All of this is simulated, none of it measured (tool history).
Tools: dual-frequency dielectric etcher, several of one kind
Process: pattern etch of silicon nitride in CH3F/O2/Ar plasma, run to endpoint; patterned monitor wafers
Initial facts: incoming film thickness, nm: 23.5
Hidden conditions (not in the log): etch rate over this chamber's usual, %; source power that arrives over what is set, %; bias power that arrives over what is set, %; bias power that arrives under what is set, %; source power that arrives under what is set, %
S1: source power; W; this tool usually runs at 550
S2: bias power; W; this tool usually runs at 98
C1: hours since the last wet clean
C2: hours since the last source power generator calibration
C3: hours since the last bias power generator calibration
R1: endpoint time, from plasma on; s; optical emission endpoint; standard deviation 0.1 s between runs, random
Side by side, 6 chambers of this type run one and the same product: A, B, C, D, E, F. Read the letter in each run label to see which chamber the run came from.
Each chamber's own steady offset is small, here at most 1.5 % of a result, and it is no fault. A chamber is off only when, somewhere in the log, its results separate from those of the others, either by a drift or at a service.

run 1F hour=3.3 | S1=550 S2=98 | C1=291.2 C2=3165.2 C3=2163.5 | R1=27.100
run 2A hour=8.6 | S1=550 S2=98 | C1=158.8 C2=175.5 C3=2346.9 | R1=27.006
run 3C hour=14.6 | S1=550 S2=98 | C1=544.8 C2=173.8 C3=63.1 | R1=26.844
run 4D hour=21.1 | S1=550 S2=98 | C1=420.5 C2=1091.9 C3=2260.1 | R1=27.215
run 5E hour=27.2 | S1=550 S2=98 | C1=121.5 C2=1580.9 C3=509.2 | R1=27.515
run 6B hour=32.3 | S1=550 S2=98 | C1=315.0 C2=663.9 C3=506.3 | R1=27.084
run 7A hour=38.1 | S1=500 S2=106 | C1=188.3 C2=205.0 C3=2376.4 | R1=26.952
run 8B hour=45.3 | S1=500 S2=106 | C1=328.0 C2=676.9 C3=519.3 | R1=27.170
run 9D hour=51.1 | S1=500 S2=106 | C1=450.5 C2=1121.9 C3=2290.1 | R1=27.237
-- hour=54.5 chamber C: wet clean of the chamber
run 10C hour=55.3 | S1=500 S2=106 | C1=0.9 C2=214.5 C3=103.8 | R1=27.422
run 11E hour=61.2 | S1=500 S2=106 | C1=155.5 C2=1614.9 C3=543.2 | R1=27.741
run 12F hour=64.7 | S1=500 S2=106 | C1=352.6 C2=3226.6 C3=2224.9 | R1=27.240
run 13B hour=71.9 | S1=550 S2=98 | C1=354.6 C2=703.5 C3=545.9 | R1=27.275
run 14F hour=76.7 | S1=550 S2=98 | C1=364.6 C2=3238.6 C3=2236.9 | R1=27.146
run 15A hour=82.6 | S1=550 S2=98 | C1=232.8 C2=249.5 C3=2420.9 | R1=27.227
run 16D hour=87.5 | S1=550 S2=98 | C1=486.9 C2=1158.3 C3=2326.5 | R1=27.328
run 17C hour=94.1 | S1=550 S2=98 | C1=39.7 C2=253.3 C3=142.6 | R1=27.053
run 18E hour=98.8 | S1=550 S2=98 | C1=193.1 C2=1652.5 C3=580.8 | R1=27.241
run 19B hour=104.2 | S1=550 S2=98 | C1=386.9 C2=735.8 C3=578.2 | R1=27.185
run 20C hour=107.7 | S1=550 S2=98 | C1=53.3 C2=266.9 C3=156.2 | R1=27.278
run 21D hour=111.2 | S1=550 S2=98 | C1=510.6 C2=1182.0 C3=2350.2 | R1=27.082
run 22F hour=114.6 | S1=550 S2=98 | C1=402.5 C2=3276.5 C3=2274.8 | R1=27.074
run 23E hour=117.7 | S1=550 S2=82 | C1=212.0 C2=1671.4 C3=599.7 | R1=29.182
-- hour=119.9 chamber B: wet clean of the chamber
run 24A hour=123.8 | S1=550 S2=82 | C1=274.0 C2=290.7 C3=2462.1 | R1=28.652
run 25D hour=127.7 | S1=550 S2=82 | C1=527.1 C2=1198.5 C3=2366.7 | R1=29.023
run 26A hour=131.1 | S1=550 S2=82 | C1=281.3 C2=298.0 C3=2469.4 | R1=28.789
run 27B hour=137.5 | S1=550 S2=82 | C1=17.6 C2=769.1 C3=611.5 | R1=28.857
-- hour=140.4 chamber D: wet clean of the chamber
run 28F hour=144.4 | S1=550 S2=82 | C1=432.3 C2=3306.3 C3=2304.6 | R1=28.849
run 29E hour=149.1 | S1=550 S2=98 | C1=243.4 C2=1702.8 C3=631.1 | R1=27.385
run 30C hour=152.6 | S1=550 S2=98 | C1=98.2 C2=311.8 C3=201.1 | R1=26.976
run 31D hour=158.0 | S1=550 S2=98 | C1=17.6 C2=1228.8 C3=2397.0 | R1=27.043
run 32A hour=163.6 | S1=550 S2=98 | C1=313.8 C2=330.5 C3=2501.9 | R1=26.804
run 33F hour=168.5 | S1=550 S2=98 | C1=456.4 C2=3330.4 C3=2328.7 | R1=27.222
run 34B hour=175.5 | S1=550 S2=98 | C1=55.6 C2=807.1 C3=649.5 | R1=27.332
run 35C hour=179.5 | S1=550 S2=98 | C1=125.1 C2=338.7 C3=228.0 | R1=27.038
run 36E hour=184.8 | S1=450 S2=108 | C1=279.1 C2=1738.5 C3=666.8 | R1=28.633
run 37E hour=191.6 | S1=450 S2=108 | C1=285.9 C2=1745.3 C3=673.6 | R1=28.591
run 38F hour=198.3 | S1=450 S2=108 | C1=486.2 C2=3360.2 C3=2358.5 | R1=28.307
run 39A hour=202.3 | S1=450 S2=108 | C1=352.5 C2=369.2 C3=2540.6 | R1=28.047
run 40D hour=205.5 | S1=450 S2=108 | C1=65.1 C2=1276.3 C3=2444.5 | R1=28.269
run 41B hour=211.0 | S1=450 S2=108 | C1=91.1 C2=842.6 C3=685.0 | R1=28.232
run 42C hour=217.1 | S1=550 S2=98 | C1=162.7 C2=376.3 C3=265.6 | R1=27.041

Decide between three cases: one chamber stands off from its peers, the gauge reading all wafers drifts, or nothing is wrong past each chamber's small offset. Where a chamber is off, say which and what most likely put it there.

The fleet is healthy, with each chamber sitting at its usual small offset and no drift in the gauge.

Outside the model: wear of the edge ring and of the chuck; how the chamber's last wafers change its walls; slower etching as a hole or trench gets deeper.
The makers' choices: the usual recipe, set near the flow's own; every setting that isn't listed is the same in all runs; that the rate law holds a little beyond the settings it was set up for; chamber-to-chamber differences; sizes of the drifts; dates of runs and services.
